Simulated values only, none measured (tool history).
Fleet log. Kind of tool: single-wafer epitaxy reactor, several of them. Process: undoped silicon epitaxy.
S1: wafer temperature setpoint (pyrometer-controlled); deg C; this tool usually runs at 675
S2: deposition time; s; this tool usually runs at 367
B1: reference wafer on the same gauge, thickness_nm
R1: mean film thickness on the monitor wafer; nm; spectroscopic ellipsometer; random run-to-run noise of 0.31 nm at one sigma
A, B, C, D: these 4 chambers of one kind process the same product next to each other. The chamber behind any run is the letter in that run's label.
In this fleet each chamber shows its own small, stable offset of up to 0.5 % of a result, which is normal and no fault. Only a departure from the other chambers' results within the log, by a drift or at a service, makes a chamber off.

run	hour	S1	S2	B1	R1
1B	8.2	675	367	100.030	105.290
2A	14.3	675	367	99.989	104.430
3C	20.6	675	367	100.020	103.930
4D	32.8	675	367	100.040	105.020
5A	44.9	675	367	100.060	104.510
6C	52.2	675	367	100.030	103.940
7D	60.5	675	367	100.000	105.130
8B	67.6	675	367	100.100	104.800
9B	77.1	675	367	100.050	105.400
10A	83.9	675	367	100.050	105.000
11D	90.1	675	367	99.995	104.890
12C	101.6	675	367	100.020	104.350
13C	111.8	675	367	99.998	104.030
14D	119.1	675	367	100.040	104.880
15A	127.5	675	367	100.080	105.100
16B	138.9	675	367	99.929	104.850
17D	151.4	675	367	99.965	104.760
18B	163.9	675	367	99.980	105.360
19A	171.8	675	367	100.020	103.770
20C	179.3	675	367	100.010	104.320
21C	184.9	663	316	100.020	70.457
22B	192.8	663	316	100.090	70.252
23A	199.1	663	316	99.957	69.554
24D	209.5	663	316	100.050	69.638
# hour 210.6: chamber D: pyrometer calibrated
25C	217.4	675	367	99.982	104.830
26D	227.2	675	390	100.070	111.820
27B	239.1	675	390	100.050	110.760
28A	250.2	675	390	100.060	111.000
29D	256.4	675	390	99.968	111.910
30A	265.4	675	367	100.010	104.610
31B	270.8	675	367	99.936	103.990
32C	280.4	675	367	100.110	104.880
33A	290.0	675	367	99.984	104.990
34B	297.0	675	367	99.929	103.690
35C	305.5	675	367	100.030	104.520
36D	314.5	675	367	99.990	104.800
37D	322.2	675	367	99.995	104.730
38A	330.0	675	367	100.030	104.570
39B	337.7	675	367	99.977	103.810
40C	349.5	675	367	100.040	104.620
41A	361.5	682	367	100.030	121.720
42B	370.3	682	367	100.130	117.880
43C	378.5	682	367	99.894	120.510

All 4 chambers run these settings next. Forecast each chamber's results:
44A	387.5	675	367		?
44B	387.5	675	367		?
44C	387.5	675	367		?
44D	387.5	675	367		?

run	R1
44A	104.500
44B	103.060
44C	104.940
44D	104.620
